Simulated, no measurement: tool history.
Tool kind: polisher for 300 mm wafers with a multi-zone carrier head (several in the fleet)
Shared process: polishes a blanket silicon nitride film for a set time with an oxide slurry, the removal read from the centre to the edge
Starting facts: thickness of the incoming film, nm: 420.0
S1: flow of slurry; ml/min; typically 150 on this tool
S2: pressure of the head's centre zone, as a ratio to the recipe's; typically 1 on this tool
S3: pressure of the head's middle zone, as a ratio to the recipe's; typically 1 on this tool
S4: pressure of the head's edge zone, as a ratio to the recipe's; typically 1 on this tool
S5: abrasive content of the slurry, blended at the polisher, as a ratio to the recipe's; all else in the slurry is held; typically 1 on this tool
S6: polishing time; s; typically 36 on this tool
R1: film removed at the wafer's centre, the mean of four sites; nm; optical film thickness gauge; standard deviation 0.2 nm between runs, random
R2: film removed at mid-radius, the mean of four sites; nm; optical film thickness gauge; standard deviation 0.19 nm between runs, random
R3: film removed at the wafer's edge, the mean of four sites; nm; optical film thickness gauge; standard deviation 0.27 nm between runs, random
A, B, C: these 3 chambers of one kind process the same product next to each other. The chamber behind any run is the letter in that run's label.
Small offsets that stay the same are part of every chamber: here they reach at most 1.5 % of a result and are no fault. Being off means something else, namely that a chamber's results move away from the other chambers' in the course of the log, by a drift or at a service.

run 1C hour=2.6 | S1=150 S2=1 S3=1 S4=1 S5=1 S6=36 | R1=20.93 R2=20.845 R3=20.527
run 2B hour=6 | S1=150 S2=1 S3=1 S4=1 S5=1 S6=36 | R1=20.771 R2=20.908 R3=21.068
-- hour=10.1 chamber B: worn pad replaced by a new one
run 3A hour=11.6 | S1=150 S2=1 S3=1 S4=1 S5=1 S6=36 | R1=21.07 R2=20.497 R3=20.621
run 4A hour=16.6 | S1=150 S2=1 S3=1 S4=1 S5=1 S6=36 | R1=20.908 R2=20.518 R3=20.661
run 5B hour=20.2 | S1=150 S2=1 S3=1 S4=1 S5=1 S6=36 | R1=20.976 R2=20.795 R3=20.258
run 6C hour=24.7 | S1=150 S2=1 S3=1 S4=1 S5=1 S6=36 | R1=20.932 R2=21.221 R3=20.731
run 7C hour=28.5 | S1=150 S2=1 S3=1 S4=1 S5=1 S6=36 | R1=20.77 R2=20.887 R3=20.623
-- hour=30.1 chamber C: worn pad replaced by a new one
run 8A hour=31.5 | S1=150 S2=1 S3=1 S4=1 S5=1 S6=36 | R1=20.878 R2=20.708 R3=20.899
-- hour=32.1 chamber A: worn pad replaced by a new one
run 9B hour=37.1 | S1=150 S2=1 S3=1 S4=1 S5=1 S6=36 | R1=20.858 R2=20.826 R3=21.185
run 10C hour=42.2 | S1=150 S2=1 S3=1 S4=1 S5=1 S6=36 | R1=20.658 R2=20.969 R3=21.156
run 11B hour=45.6 | S1=150 S2=1 S3=1 S4=1 S5=1 S6=36 | R1=21.184 R2=20.763 R3=21.162
run 12A hour=50.5 | S1=150 S2=1 S3=1 S4=1 S5=1 S6=36 | R1=20.898 R2=20.278 R3=20.754
run 13C hour=55.9 | S1=150 S2=1 S3=1 S4=1 S5=1 S6=36 | R1=20.271 R2=20.776 R3=20.766
-- hour=59.6 chamber B: worn pad replaced by a new one
run 14B hour=60.2 | S1=150 S2=1 S3=1 S4=1 S5=1 S6=36 | R1=21.258 R2=20.705 R3=20.444
run 15A hour=65 | S1=150 S2=1 S3=1 S4=1 S5=1 S6=36 | R1=20.51 R2=20.132 R3=20.639
run 16A hour=69.6 | S1=150 S2=1 S3=1 S4=1 S5=1 S6=36 | R1=20.692 R2=20.602 R3=20.805
run 17C hour=75.2 | S1=150 S2=1 S3=1 S4=1 S5=1 S6=36 | R1=20.663 R2=20.93 R3=20.663
run 18B hour=80.1 | S1=150 S2=1 S3=1 S4=1 S5=1 S6=36 | R1=20.665 R2=21.003 R3=20.726
-- hour=81.9 chamber A: worn pad replaced by a new one
run 19B hour=82.8 | S1=150 S2=1 S3=1 S4=1 S5=1 S6=36 | R1=20.978 R2=21.057 R3=21.006
run 20C hour=85.8 | S1=150 S2=1 S3=1 S4=0.91 S5=1 S6=45 | R1=25.837 R2=25.733 R3=24.756
run 21A hour=89.3 | S1=150 S2=1 S3=1 S4=0.91 S5=1 S6=45 | R1=26.009 R2=25.651 R3=24.273

Is one chamber off against the others, does the gauge drift, or is nothing wrong? If a chamber is off, say which, and what the likeliest cause is.

No chamber is off and the gauge is stable; the differences are just each chamber's small, constant offset.
